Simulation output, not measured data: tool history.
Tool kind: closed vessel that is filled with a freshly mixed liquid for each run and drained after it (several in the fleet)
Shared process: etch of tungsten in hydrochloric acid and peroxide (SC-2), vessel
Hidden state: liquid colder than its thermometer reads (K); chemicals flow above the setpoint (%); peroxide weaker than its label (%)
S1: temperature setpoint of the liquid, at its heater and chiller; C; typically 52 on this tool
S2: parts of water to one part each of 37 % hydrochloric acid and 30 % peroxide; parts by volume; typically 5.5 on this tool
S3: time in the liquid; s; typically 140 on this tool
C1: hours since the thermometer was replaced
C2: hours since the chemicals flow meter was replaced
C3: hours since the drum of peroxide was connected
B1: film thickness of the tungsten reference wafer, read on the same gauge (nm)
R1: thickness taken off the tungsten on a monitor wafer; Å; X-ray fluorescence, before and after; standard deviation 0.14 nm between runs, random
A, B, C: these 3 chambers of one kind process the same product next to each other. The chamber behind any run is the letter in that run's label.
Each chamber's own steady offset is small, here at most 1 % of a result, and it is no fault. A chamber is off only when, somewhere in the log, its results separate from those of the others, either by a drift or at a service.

run 1B hour=12.8 | S1=52 S2=5.5 S3=140 | C1=264.6 C2=329.2 C3=636.3 | B1=120.00 | R1=288.72
run 2A hour=25.0 | S1=52 S2=5.5 S3=140 | C1=220.1 C2=656.6 C3=512.8 | B1=120.00 | R1=288.65
run 3C hour=38.3 | S1=52 S2=5.5 S3=140 | C1=288.1 C2=191.2 C3=259.5 | B1=120.01 | R1=285.33
run 4C hour=44.6 | S1=52 S2=5.5 S3=140 | C1=294.4 C2=197.5 C3=265.8 | B1=120.01 | R1=286.72
run 5B hour=51.0 | S1=49 S2=7.5 S3=140 | C1=302.8 C2=367.4 C3=674.5 | B1=120.01 | R1=186.79
run 6A hour=61.8 | S1=49 S2=7.5 S3=140 | C1=256.9 C2=693.4 C3=549.6 | B1=119.99 | R1=185.58
run 7C hour=69.1 | S1=49 S2=7.5 S3=140 | C1=318.9 C2=222.0 C3=290.3 | B1=120.00 | R1=183.97
run 8A hour=80.7 | S1=52 S2=5.5 S3=140 | C1=275.8 C2=712.3 C3=568.5 | B1=120.01 | R1=286.90
run 9B hour=90.3 | S1=52 S2=5.5 S3=140 | C1=342.1 C2=406.7 C3=713.8 | B1=119.99 | R1=286.69
run 10C hour=100.8 | S1=52 S2=5.5 S3=140 | C1=350.6 C2=253.7 C3=322.0 | B1=120.02 | R1=284.57
run 11A hour=108.2 | S1=52 S2=5.5 S3=140 | C1=303.3 C2=739.8 C3=596.0 | B1=120.01 | R1=287.77
run 12B hour=116.7 | S1=52 S2=5.5 S3=140 | C1=368.5 C2=433.1 C3=740.2 | B1=120.01 | R1=289.37
run 13A hour=130.6 | S1=52 S2=4.0 S3=140 | C1=325.7 C2=762.2 C3=618.4 | B1=120.00 | R1=354.10
-- hour=142.0 chamber C: new drum of peroxide connected
run 14B hour=144.3 | S1=52 S2=4.0 S3=140 | C1=396.1 C2=460.7 C3=767.8 | B1=120.01 | R1=365.13
run 15C hour=152.7 | S1=52 S2=4.0 S3=140 | C1=402.5 C2=305.6 C3=10.7 | B1=120.01 | R1=356.16
run 16C hour=165.1 | S1=52 S2=5.5 S3=140 | C1=414.9 C2=318.0 C3=23.1 | B1=119.99 | R1=286.60
run 17A hour=174.3 | S1=52 S2=5.5 S3=140 | C1=369.4 C2=805.9 C3=662.1 | B1=119.99 | R1=287.03
run 18B hour=180.6 | S1=52 S2=5.5 S3=140 | C1=432.4 C2=497.0 C3=804.1 | B1=120.02 | R1=295.07
run 19C hour=190.4 | S1=52 S2=5.5 S3=140 | C1=440.2 C2=343.3 C3=48.4 | B1=120.01 | R1=285.98
run 20A hour=202.8 | S1=52 S2=5.5 S3=140 | C1=397.9 C2=834.4 C3=690.6 | B1=120.01 | R1=286.56
run 21B hour=210.4 | S1=52 S2=5.5 S3=140 | C1=462.2 C2=526.8 C3=833.9 | B1=120.00 | R1=293.34
run 22B hour=220.6 | S1=52 S2=5.5 S3=140 | C1=472.4 C2=537.0 C3=844.1 | B1=120.01 | R1=294.87
run 23C hour=234.7 | S1=52 S2=5.5 S3=140 | C1=484.5 C2=387.6 C3=92.7 | B1=119.99 | R1=285.66
run 24A hour=248.2 | S1=52 S2=5.5 S3=140 | C1=443.3 C2=879.8 C3=736.0 | B1=120.01 | R1=286.96
run 25B hour=262.1 | S1=52 S2=5.5 S3=140 | C1=513.9 C2=578.5 C3=885.6 | B1=120.03 | R1=296.13
run 26A hour=274.5 | S1=52 S2=5.5 S3=140 | C1=469.6 C2=906.1 C3=762.3 | B1=120.00 | R1=285.07
run 27C hour=284.2 | S1=52 S2=5.5 S3=140 | C1=534.0 C2=437.1 C3=142.2 | B1=119.99 | R1=284.22
run 28B hour=296.6 | S1=52 S2=5.5 S3=140 | C1=548.4 C2=613.0 C3=920.1 | B1=120.02 | R1=302.27
run 29A hour=305.9 | S1=52 S2=5.5 S3=140 | C1=501.0 C2=937.5 C3=793.7 | B1=120.02 | R1=288.46
run 30C hour=319.0 | S1=52 S2=5.5 S3=140 | C1=568.8 C2=471.9 C3=177.0 | B1=120.00 | R1=286.83
run 31C hour=329.7 | S1=52 S2=5.5 S3=180 | C1=579.5 C2=482.6 C3=187.7 | B1=120.00 | R1=368.11
run 32A hour=340.8 | S1=52 S2=5.5 S3=180 | C1=535.9 C2=972.4 C3=828.6 | B1=120.00 | R1=370.44
run 33B hour=350.7 | S1=52 S2=5.5 S3=180 | C1=602.5 C2=667.1 C3=974.2 | B1=119.99 | R1=391.53
run 34A hour=358.2 | S1=52 S2=5.5 S3=140 | C1=553.3 C2=989.8 C3=846.0 | B1=120.02 | R1=287.46
run 35C hour=364.8 | S1=52 S2=5.5 S3=140 | C1=614.6 C2=517.7 C3=222.8 | B1=120.00 | R1=285.23
run 36B hour=372.4 | S1=52 S2=5.5 S3=140 | C1=624.2 C2=688.8 C3=995.9 | B1=119.98 | R1=306.03
run 37B hour=383.2 | S1=52 S2=5.5 S3=140 | C1=635.0 C2=699.6 C3=1006.7 | B1=119.99 | R1=309.26
run 38A hour=390.7 | S1=52 S2=5.5 S3=140 | C1=585.8 C2=1022.3 C3=878.5 | B1=119.98 | R1=287.70
run 39C hour=399.9 | S1=52 S2=5.5 S3=140 | C1=649.7 C2=552.8 C3=257.9 | B1=119.98 | R1=282.82
run 40C hour=408.3 | S1=52 S2=5.5 S3=140 | C1=658.1 C2=561.2 C3=266.3 | B1=119.98 | R1=284.43

The same settings go to every chamber for the next run, one line per chamber below. Forecast the results for each:
run 41A hour=418.4 | S1=52 S2=5.5 S3=140 | R1=?
run 41B hour=418.4 | S1=52 S2=5.5 S3=140 | R1=?
run 41C hour=418.4 | S1=52 S2=5.5 S3=140 | R1=?

run=41A R1=287.85
run=41B R1=308.47
run=41C R1=283.83
